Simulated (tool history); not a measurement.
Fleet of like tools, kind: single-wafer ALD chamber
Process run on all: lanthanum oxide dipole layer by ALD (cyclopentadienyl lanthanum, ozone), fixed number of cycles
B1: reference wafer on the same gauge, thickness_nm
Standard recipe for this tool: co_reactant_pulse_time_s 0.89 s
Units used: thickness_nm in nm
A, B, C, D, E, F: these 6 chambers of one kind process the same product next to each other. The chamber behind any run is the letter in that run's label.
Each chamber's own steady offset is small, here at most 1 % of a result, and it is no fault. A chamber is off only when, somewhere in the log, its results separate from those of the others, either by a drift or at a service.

Run 1D, day 0.338: usual settings; B1 0.46784. Result: thickness_nm 0.47907 nm.
Run 2F, day 0.883: usual settings; B1 0.4678. Result: thickness_nm 0.47986 nm.
At day 1.129: chamber B: thermocouple changed; heater temperature recalibrated.
Run 3A, day 1.404: usual settings; B1 0.4679. Result: thickness_nm 0.48132 nm.
Run 4C, day 1.9: usual settings; B1 0.46785. Result: thickness_nm 0.47611 nm.
At day 2.275: chamber B: ozone generator serviced.
Run 5E, day 2.471: usual settings; B1 0.46743. Result: thickness_nm 0.47746 nm.
Run 6B, day 2.867: usual settings; B1 0.46762. Result: thickness_nm 0.47623 nm.
Run 7F, day 3.292: usual settings; B1 0.46747. Result: thickness_nm 0.48019 nm.
Run 8A, day 3.846: usual settings but co_reactant_pulse_time_s 0.55 s; B1 0.46735. Result: thickness_nm 0.38554 nm.
Run 9C, day 4.158: usual settings but co_reactant_pulse_time_s 0.55 s; B1 0.46722. Result: thickness_nm 0.38346 nm.
Run 10B, day 4.562: usual settings but co_reactant_pulse_time_s 0.55 s; B1 0.46717. Result: thickness_nm 0.37958 nm.
Run 11D, day 5.038: usual settings but co_reactant_pulse_time_s 0.55 s; B1 0.46704. Result: thickness_nm 0.38511 nm.
Run 12E, day 5.479: usual settings but co_reactant_pulse_time_s 0.55 s; B1 0.4671. Result: thickness_nm 0.38553 nm.
At day 5.588: chamber C: ozone generator serviced.
Run 13B, day 5.979: usual settings but co_reactant_pulse_time_s 0.55 s; B1 0.46695. Result: thickness_nm 0.37706 nm.
At day 6.071: chamber D: ozone generator serviced.
Run 14A, day 6.529: usual settings; B1 0.46695. Result: thickness_nm 0.48033 nm.
Run 15E, day 7.079: usual settings; B1 0.46666. Result: thickness_nm 0.47656 nm.
Run 16D, day 7.654: usual settings but co_reactant_pulse_time_s 0.73 s; B1 0.46688. Result: thickness_nm 0.44187 nm.
Run 17C, day 7.908: usual settings but co_reactant_pulse_time_s 0.73 s; B1 0.46659. Result: thickness_nm 0.44073 nm.
At day 8.158: chamber E: ozone generator serviced.
Run 18F, day 8.296: usual settings but co_reactant_pulse_time_s 0.73 s; B1 0.46659. Result: thickness_nm 0.44377 nm.
Run 19A, day 8.842: usual settings but co_reactant_pulse_time_s 0.73 s; B1 0.46669. Result: thickness_nm 0.44265 nm.
Run 20F, day 9.183: usual settings but co_reactant_pulse_time_s 0.73 s; B1 0.4664. Result: thickness_nm 0.44346 nm.
Run 21C, day 9.5: usual settings but co_reactant_pulse_time_s 0.73 s; B1 0.46637. Result: thickness_nm 0.44148 nm.
Run 22D, day 9.917: usual settings; B1 0.46634. Result: thickness_nm 0.47668 nm.
At day 10.212: chamber F: ozone generator serviced.
Run 23B, day 10.438: usual settings; B1 0.4663. Result: thickness_nm 0.47424 nm.
Run 24E, day 11.004: usual settings but co_reactant_pulse_time_s 1.18 s; B1 0.46624. Result: thickness_nm 0.51771 nm.
Run 25C, day 11.488: usual settings but co_reactant_pulse_time_s 1.18 s; B1 0.46612. Result: thickness_nm 0.51852 nm.
At day 11.679: chamber C: thermocouple changed; heater temperature recalibrated.
Run 26E, day 11.762: usual settings but co_reactant_pulse_time_s 1.18 s; B1 0.46612. Result: thickness_nm 0.51752 nm.
Run 27B, day 12.333: usual settings but co_reactant_pulse_time_s 1.18 s; B1 0.46611. Result: thickness_nm 0.51762 nm.
Run 28D, day 12.612: usual settings but co_reactant_pulse_time_s 1.18 s; B1 0.46588. Result: thickness_nm 0.51675 nm.
Run 29A, day 12.967: usual settings but co_reactant_pulse_time_s 1.18 s; B1 0.46605. Result: thickness_nm 0.52129 nm.
Run 30F, day 13.442: usual settings; B1 0.46578. Result: thickness_nm 0.47872 nm.
Run 31F, day 13.917: usual settings; B1 0.46563. Result: thickness_nm 0.47917 nm.
Run 32E, day 14.279: usual settings; B1 0.46551. Result: thickness_nm 0.47517 nm.
Run 33C, day 14.729: usual settings; B1 0.46568. Result: thickness_nm 0.47533 nm.
Run 34D, day 15.238: usual settings; B1 0.46564. Result: thickness_nm 0.47514 nm.
Run 35A, day 15.638: usual settings but co_reactant_pulse_time_s 1.16 s; B1 0.4652. Result: thickness_nm 0.51981 nm.
Run 36B, day 15.892: usual settings but co_reactant_pulse_time_s 1.16 s; B1 0.46551. Result: thickness_nm 0.51499 nm.
Run 37C, day 16.279: usual settings but co_reactant_pulse_time_s 1.16 s; B1 0.46524. Result: thickness_nm 0.51437 nm.
Run 38D, day 16.75: usual settings but co_reactant_pulse_time_s 1.16 s; B1 0.46524. Result: thickness_nm 0.51374 nm.
At day 17.038: chamber A: thermocouple changed; heater temperature recalibrated.
Run 39F, day 17.104: usual settings but co_reactant_pulse_time_s 1.16 s; B1 0.4653. Result: thickness_nm 0.51797 nm.
Run 40E, day 17.479: usual settings but co_reactant_pulse_time_s 1.16 s; B1 0.46534. Result: thickness_nm 0.51531 nm.
Run 41A, day 17.929: usual settings; B1 0.46491. Result: thickness_nm 0.47799 nm.
Run 42B, day 18.517: usual settings; B1 0.46486. Result: thickness_nm 0.47333 nm.

For the next run the whole fleet of 6 chambers uses the same settings. Give each chamber's results:
Run 43A, day 18.933: usual settings. Result: thickness_nm ?.
Run 43B, day 18.933: usual settings. Result: thickness_nm ?.
Run 43C, day 18.933: usual settings. Result: thickness_nm ?.
Run 43D, day 18.933: usual settings. Result: thickness_nm ?.
Run 43E, day 18.933: usual settings. Result: thickness_nm ?.
Run 43F, day 18.933: usual settings. Result: thickness_nm ?.

run  thickness_nm
43A       0.47835
43B       0.47317
43C       0.47379
43D       0.47514
43E       0.47543
43F       0.47776
